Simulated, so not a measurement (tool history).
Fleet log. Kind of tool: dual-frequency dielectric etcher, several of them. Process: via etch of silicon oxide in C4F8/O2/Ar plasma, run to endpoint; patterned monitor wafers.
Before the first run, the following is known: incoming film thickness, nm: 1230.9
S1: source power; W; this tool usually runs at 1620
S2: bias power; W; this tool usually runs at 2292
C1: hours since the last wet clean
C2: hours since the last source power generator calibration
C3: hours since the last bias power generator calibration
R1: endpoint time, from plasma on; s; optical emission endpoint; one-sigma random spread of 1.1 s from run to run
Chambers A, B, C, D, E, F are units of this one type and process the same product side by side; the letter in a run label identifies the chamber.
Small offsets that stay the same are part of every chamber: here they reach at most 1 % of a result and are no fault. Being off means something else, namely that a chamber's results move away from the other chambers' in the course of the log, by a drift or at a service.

run	hour	S1	S2	C1	C2	C3	R1
1B	4.2	1620	2292	347.0	1380.4	71.9	251.62
2C	8.3	1620	2292	187.6	3013.7	431.5	251.85
3D	13.0	1620	2292	367.2	835.7	897.3	257.03
4E	18.3	1620	2292	147.5	1396.6	1564.7	254.89
5A	22.1	1620	2292	549.7	3553.8	2745.6	250.01
6F	25.5	1620	2292	34.2	1915.3	1023.5	256.55
7A	30.2	1620	2292	557.8	3561.9	2753.7	251.28
8D	35.0	1620	2292	389.2	857.7	919.3	254.04
9F	41.9	1620	2292	50.6	1931.7	1039.9	254.47
10C	46.7	1620	2292	226.0	3052.1	469.9	252.64
11B	51.0	1620	2292	393.8	1427.2	118.7	250.68
12E	56.1	1620	2292	185.3	1434.4	1602.5	254.21
# hour 58.9: chamber A: wet clean of the chamber
13C	62.6	1620	2292	241.9	3068.0	485.8	253.25
14B	67.3	1620	2292	410.1	1443.5	135.0	251.71
15F	70.3	1620	2292	79.0	1960.1	1068.3	257.37
# hour 72.3: chamber D: wet clean of the chamber
16A	75.7	1620	2292	16.8	3607.4	2799.2	253.02
# hour 79.1: chamber B: wet clean of the chamber
17E	81.9	1620	2292	211.1	1460.2	1628.3	256.50
18D	86.4	1620	2292	14.2	909.1	970.7	255.21
19F	92.3	1620	2292	101.0	1982.1	1090.3	256.85
# hour 96.9: chamber F: source power generator calibrated
20E	97.7	1620	2292	226.9	1476.0	1644.1	254.58
21B	101.9	1370	2292	22.8	1478.1	169.6	270.48
22C	107.7	1370	2292	287.0	3113.1	530.9	264.24
23A	114.1	1370	2292	55.2	3645.8	2837.6	269.98
24D	117.1	1370	2292	44.9	939.8	1001.4	269.60
25E	122.7	1370	2292	251.9	1501.0	1669.1	272.92
26F	125.9	1370	2292	134.6	29.0	1123.9	275.03
27B	129.8	1620	2292	50.7	1506.0	197.5	251.94
28C	133.9	1620	2292	313.2	3139.3	557.1	247.40
29D	140.3	1620	2292	68.1	963.0	1024.6	251.91
# hour 144.0: chamber B: source power generator calibrated
30A	145.5	1620	2292	86.6	3677.2	2869.0	254.64
31B	150.5	1620	2292	71.4	6.5	218.2	251.34
32D	157.1	1620	2292	84.9	979.8	1041.4	252.32
33F	161.3	1620	1929	170.0	64.4	1159.3	268.87
34A	164.8	1620	1929	105.9	3696.5	2888.3	265.22
35E	170.0	1620	1929	299.2	1548.3	1716.4	268.05
36C	174.4	1620	1929	353.7	3179.8	597.6	258.33
37E	181.0	1620	1929	310.2	1559.3	1727.4	267.95
38C	184.1	1620	1929	363.4	3189.5	607.3	257.57
39D	190.4	1620	1937	118.2	1013.1	1074.7	267.65

Does one chamber stand apart from the rest, does the shared gauge drift, or is all well apart from small per-chamber offsets? Give the chamber and the most likely cause, where there is one.

Chamber C drifts away from the others.
Cause: etch rate over this chamber's usual, % = 3.27.

Which of the 4 candidates below, each the usual settings with something changed and its results left as question marks, puts chamber C back in line with what the other chambers give on the usual settings?
In line here means within this much of the mean the other chambers give on the usual settings: R1 4.00 s
40C-1	195.4	1620	1978				?
40C-2	195.4	1730	2411				?
40C-3	195.4	1800	2493				?
40C-4	195.4	1620	1817				?

Average result of the remaining chambers running the usual settings: R1 254.04 s
run	R1
40C-1	254.51
40C-2	233.94
40C-3	228.04
40C-4	260.81
40C-1 puts the chamber back in line with the other chambers.
